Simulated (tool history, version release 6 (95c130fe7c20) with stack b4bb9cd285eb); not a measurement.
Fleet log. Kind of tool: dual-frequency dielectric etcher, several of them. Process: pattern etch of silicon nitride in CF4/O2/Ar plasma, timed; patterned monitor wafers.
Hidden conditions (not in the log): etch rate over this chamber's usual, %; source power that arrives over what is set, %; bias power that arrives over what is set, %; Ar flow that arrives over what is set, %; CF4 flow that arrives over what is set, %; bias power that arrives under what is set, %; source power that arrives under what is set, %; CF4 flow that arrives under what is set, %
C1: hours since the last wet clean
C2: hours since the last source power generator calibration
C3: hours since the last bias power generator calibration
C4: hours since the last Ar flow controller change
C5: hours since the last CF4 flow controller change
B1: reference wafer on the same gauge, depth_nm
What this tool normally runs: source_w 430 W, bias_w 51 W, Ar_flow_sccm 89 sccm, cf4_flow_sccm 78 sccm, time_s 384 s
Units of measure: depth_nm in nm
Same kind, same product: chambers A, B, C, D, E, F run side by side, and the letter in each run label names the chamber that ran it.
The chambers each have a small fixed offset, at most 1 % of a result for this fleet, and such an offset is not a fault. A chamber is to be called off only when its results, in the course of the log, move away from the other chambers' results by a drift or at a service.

run 1F day=0.350 | source_w=430 bias_w=51 Ar_flow_sccm=89 cf4_flow_sccm=78 time_s=384 | C1=193.9 C2=1065.1 C3=1357.7 C4=1880.4 C5=565.9 | B1=524.98 | depth_nm=630.25
run 2B day=0.629 | source_w=430 bias_w=51 Ar_flow_sccm=89 cf4_flow_sccm=78 time_s=384 | C1=333.5 C2=850.2 C3=1376.9 C4=2012.7 C5=1383.8 | B1=525.01 | depth_nm=635.32
-- day=0.775 chamber E: wet clean of the chamber
run 3E day=0.925 | source_w=430 bias_w=51 Ar_flow_sccm=89 cf4_flow_sccm=78 time_s=384 | C1=3.7 C2=1260.5 C3=168.8 C4=571.9 C5=5156.8 | B1=525.12 | depth_nm=637.67
run 4A day=1.271 | source_w=430 bias_w=51 Ar_flow_sccm=89 cf4_flow_sccm=78 time_s=384 | C1=110.5 C2=184.0 C3=56.7 C4=1344.3 C5=418.0 | B1=525.15 | depth_nm=629.14
run 5D day=1.575 | source_w=430 bias_w=51 Ar_flow_sccm=89 cf4_flow_sccm=78 time_s=384 | C1=495.8 C2=1989.8 C3=952.4 C4=144.0 C5=3051.3 | B1=524.89 | depth_nm=633.74
run 6C day=1.946 | source_w=430 bias_w=51 Ar_flow_sccm=89 cf4_flow_sccm=78 time_s=384 | C1=228.2 C2=1540.8 C3=1125.5 C4=3724.3 C5=3091.0 | B1=525.07 | depth_nm=634.52
run 7D day=2.221 | source_w=430 bias_w=51 Ar_flow_sccm=89 cf4_flow_sccm=78 time_s=384 | C1=511.3 C2=2005.3 C3=967.9 C4=159.5 C5=3066.8 | B1=524.57 | depth_nm=631.64
run 8C day=2.467 | source_w=430 bias_w=51 Ar_flow_sccm=89 cf4_flow_sccm=78 time_s=384 | C1=240.7 C2=1553.3 C3=1138.0 C4=3736.8 C5=3103.5 | B1=524.92 | depth_nm=632.69
run 9E day=2.738 | source_w=430 bias_w=51 Ar_flow_sccm=89 cf4_flow_sccm=78 time_s=384 | C1=47.2 C2=1304.0 C3=212.3 C4=615.4 C5=5200.3 | B1=524.94 | depth_nm=636.35
run 10B day=3.000 | source_w=430 bias_w=51 Ar_flow_sccm=89 cf4_flow_sccm=78 time_s=384 | C1=390.4 C2=907.1 C3=1433.8 C4=2069.6 C5=1440.7 | B1=524.89 | depth_nm=634.14
run 11A day=3.442 | source_w=430 bias_w=51 Ar_flow_sccm=89 cf4_flow_sccm=78 time_s=384 | C1=162.6 C2=236.1 C3=108.8 C4=1396.4 C5=470.1 | B1=525.23 | depth_nm=630.41
run 12F day=3.750 | source_w=430 bias_w=51 Ar_flow_sccm=89 cf4_flow_sccm=78 time_s=384 | C1=275.5 C2=1146.7 C3=1439.3 C4=1962.0 C5=647.5 | B1=525.04 | depth_nm=631.19
run 13C day=4.054 | source_w=430 bias_w=51 Ar_flow_sccm=89 cf4_flow_sccm=78 time_s=384 | C1=278.8 C2=1591.4 C3=1176.1 C4=3774.9 C5=3141.6 | B1=525.21 | depth_nm=636.50
-- day=4.075 chamber D: wet clean of the chamber
run 14D day=4.325 | source_w=430 bias_w=51 Ar_flow_sccm=89 cf4_flow_sccm=78 time_s=384 | C1=6.1 C2=2055.8 C3=1018.4 C4=210.0 C5=3117.3 | B1=524.52 | depth_nm=637.89
run 15A day=4.738 | source_w=430 bias_w=51 Ar_flow_sccm=89 cf4_flow_sccm=78 time_s=384 | C1=193.7 C2=267.2 C3=139.9 C4=1427.5 C5=501.2 | B1=524.88 | depth_nm=630.08
run 16F day=5.196 | source_w=430 bias_w=51 Ar_flow_sccm=89 cf4_flow_sccm=78 time_s=384 | C1=310.2 C2=1181.4 C3=1474.0 C4=1996.7 C5=682.2 | B1=525.10 | depth_nm=631.03
run 17B day=5.617 | source_w=430 bias_w=51 Ar_flow_sccm=89 cf4_flow_sccm=78 time_s=280 | C1=453.2 C2=969.9 C3=1496.6 C4=2132.4 C5=1503.5 | B1=524.99 | depth_nm=463.13
run 18E day=5.854 | source_w=430 bias_w=51 Ar_flow_sccm=89 cf4_flow_sccm=78 time_s=280 | C1=122.0 C2=1378.8 C3=287.1 C4=690.2 C5=5275.1 | B1=524.89 | depth_nm=465.40
run 19E day=6.104 | source_w=430 bias_w=51 Ar_flow_sccm=89 cf4_flow_sccm=78 time_s=280 | C1=128.0 C2=1384.8 C3=293.1 C4=696.2 C5=5281.1 | B1=525.13 | depth_nm=466.49
run 20A day=6.450 | source_w=430 bias_w=51 Ar_flow_sccm=89 cf4_flow_sccm=78 time_s=280 | C1=234.8 C2=308.3 C3=181.0 C4=1468.6 C5=542.3 | B1=525.03 | depth_nm=459.63
run 21D day=6.796 | source_w=430 bias_w=51 Ar_flow_sccm=89 cf4_flow_sccm=78 time_s=280 | C1=65.4 C2=2115.1 C3=1077.7 C4=269.3 C5=3176.6 | B1=525.22 | depth_nm=467.65
-- day=7.033 chamber E: CF4 flow controller replaced
run 22C day=7.062 | source_w=430 bias_w=51 Ar_flow_sccm=89 cf4_flow_sccm=78 time_s=280 | C1=351.0 C2=1663.6 C3=1248.3 C4=3847.1 C5=3213.8 | B1=524.92 | depth_nm=464.81
run 23B day=7.333 | source_w=430 bias_w=51 Ar_flow_sccm=89 cf4_flow_sccm=78 time_s=384 | C1=494.4 C2=1011.1 C3=1537.8 C4=2173.6 C5=1544.7 | B1=525.09 | depth_nm=634.31
run 24F day=7.679 | source_w=360 bias_w=51 Ar_flow_sccm=102 cf4_flow_sccm=78 time_s=384 | C1=369.8 C2=1241.0 C3=1533.6 C4=2056.3 C5=741.8 | B1=524.79 | depth_nm=533.32
run 25B day=8.121 | source_w=360 bias_w=51 Ar_flow_sccm=102 cf4_flow_sccm=78 time_s=384 | C1=513.3 C2=1030.0 C3=1556.7 C4=2192.5 C5=1563.6 | B1=525.05 | depth_nm=531.88
run 26C day=8.500 | source_w=360 bias_w=51 Ar_flow_sccm=102 cf4_flow_sccm=78 time_s=384 | C1=385.5 C2=1698.1 C3=1282.8 C4=3881.6 C5=3248.3 | B1=524.80 | depth_nm=536.66
run 27E day=8.708 | source_w=360 bias_w=51 Ar_flow_sccm=102 cf4_flow_sccm=78 time_s=384 | C1=190.5 C2=1447.3 C3=355.6 C4=758.7 C5=40.2 | B1=525.27 | depth_nm=538.03
run 28A day=8.938 | source_w=360 bias_w=51 Ar_flow_sccm=102 cf4_flow_sccm=78 time_s=384 | C1=294.5 C2=368.0 C3=240.7 C4=1528.3 C5=602.0 | B1=524.97 | depth_nm=534.16
-- day=9.104 chamber B: wet clean of the chamber
run 29D day=9.154 | source_w=360 bias_w=51 Ar_flow_sccm=102 cf4_flow_sccm=78 time_s=384 | C1=122.0 C2=2171.7 C3=1134.3 C4=325.9 C5=3233.2 | B1=525.05 | depth_nm=545.53
run 30F day=9.450 | source_w=430 bias_w=51 Ar_flow_sccm=89 cf4_flow_sccm=78 time_s=384 | C1=412.3 C2=1283.5 C3=1576.1 C4=2098.8 C5=784.3 | B1=524.77 | depth_nm=630.04
run 31E day=9.783 | source_w=430 bias_w=51 Ar_flow_sccm=89 cf4_flow_sccm=78 time_s=384 | C1=216.3 C2=1473.1 C3=381.4 C4=784.5 C5=66.0 | B1=524.87 | depth_nm=639.08
run 32D day=10.025 | source_w=430 bias_w=51 Ar_flow_sccm=89 cf4_flow_sccm=78 time_s=384 | C1=142.9 C2=2192.6 C3=1155.2 C4=346.8 C5=3254.1 | B1=524.88 | depth_nm=647.30
run 33B day=10.279 | source_w=430 bias_w=60 Ar_flow_sccm=89 cf4_flow_sccm=78 time_s=384 | C1=28.2 C2=1081.8 C3=1608.5 C4=2244.3 C5=1615.4 | B1=525.39 | depth_nm=678.72
run 34F day=10.558 | source_w=430 bias_w=60 Ar_flow_sccm=89 cf4_flow_sccm=78 time_s=384 | C1=438.9 C2=1310.1 C3=1602.7 C4=2125.4 C5=810.9 | B1=524.73 | depth_nm=670.54
run 35C day=10.792 | source_w=430 bias_w=60 Ar_flow_sccm=89 cf4_flow_sccm=78 time_s=384 | C1=440.5 C2=1753.1 C3=1337.8 C4=3936.6 C5=3303.3 | B1=525.09 | depth_nm=674.61
run 36A day=11.004 | source_w=430 bias_w=60 Ar_flow_sccm=89 cf4_flow_sccm=78 time_s=384 | C1=344.1 C2=417.6 C3=290.3 C4=1577.9 C5=651.6 | B1=524.65 | depth_nm=672.25

What goes on in this fleet: one chamber off, a drifting gauge, or nothing beyond the chambers' own small offsets? Name the chamber and the cause, if any.

It is chamber D that slowly wanders off from its peers.
Most likely cause: source power that arrives over what is set, % = 3.24.

Which of the 4 candidates below, each the usual settings with something changed and its results left as question marks, puts chamber D back in line with what the other chambers give on the usual settings?
To be in line, a result may differ from the other chambers' mean on the usual settings by at most: depth_nm 5.20 nm
run 37D-1 day=11.333 | source_w=420 bias_w=51 Ar_flow_sccm=89 cf4_flow_sccm=78 time_s=372.0 | depth_nm=?
run 37D-2 day=11.333 | source_w=440 bias_w=51 Ar_flow_sccm=89 cf4_flow_sccm=78 time_s=396.5 | depth_nm=?
run 37D-3 day=11.333 | source_w=430 bias_w=55 Ar_flow_sccm=89 cf4_flow_sccm=78 time_s=384.0 | depth_nm=?
run 37D-4 day=11.333 | source_w=430 bias_w=51 Ar_flow_sccm=89 cf4_flow_sccm=64 time_s=384.0 | depth_nm=?

The other chambers' mean on the usual settings: depth_nm 633.87 nm
run=37D-1 depth_nm=617.49
run=37D-2 depth_nm=685.63
run=37D-3 depth_nm=669.68
run=37D-4 depth_nm=634.33
The right change is 37D-4: it brings the chamber back within the allowed miss of the others.

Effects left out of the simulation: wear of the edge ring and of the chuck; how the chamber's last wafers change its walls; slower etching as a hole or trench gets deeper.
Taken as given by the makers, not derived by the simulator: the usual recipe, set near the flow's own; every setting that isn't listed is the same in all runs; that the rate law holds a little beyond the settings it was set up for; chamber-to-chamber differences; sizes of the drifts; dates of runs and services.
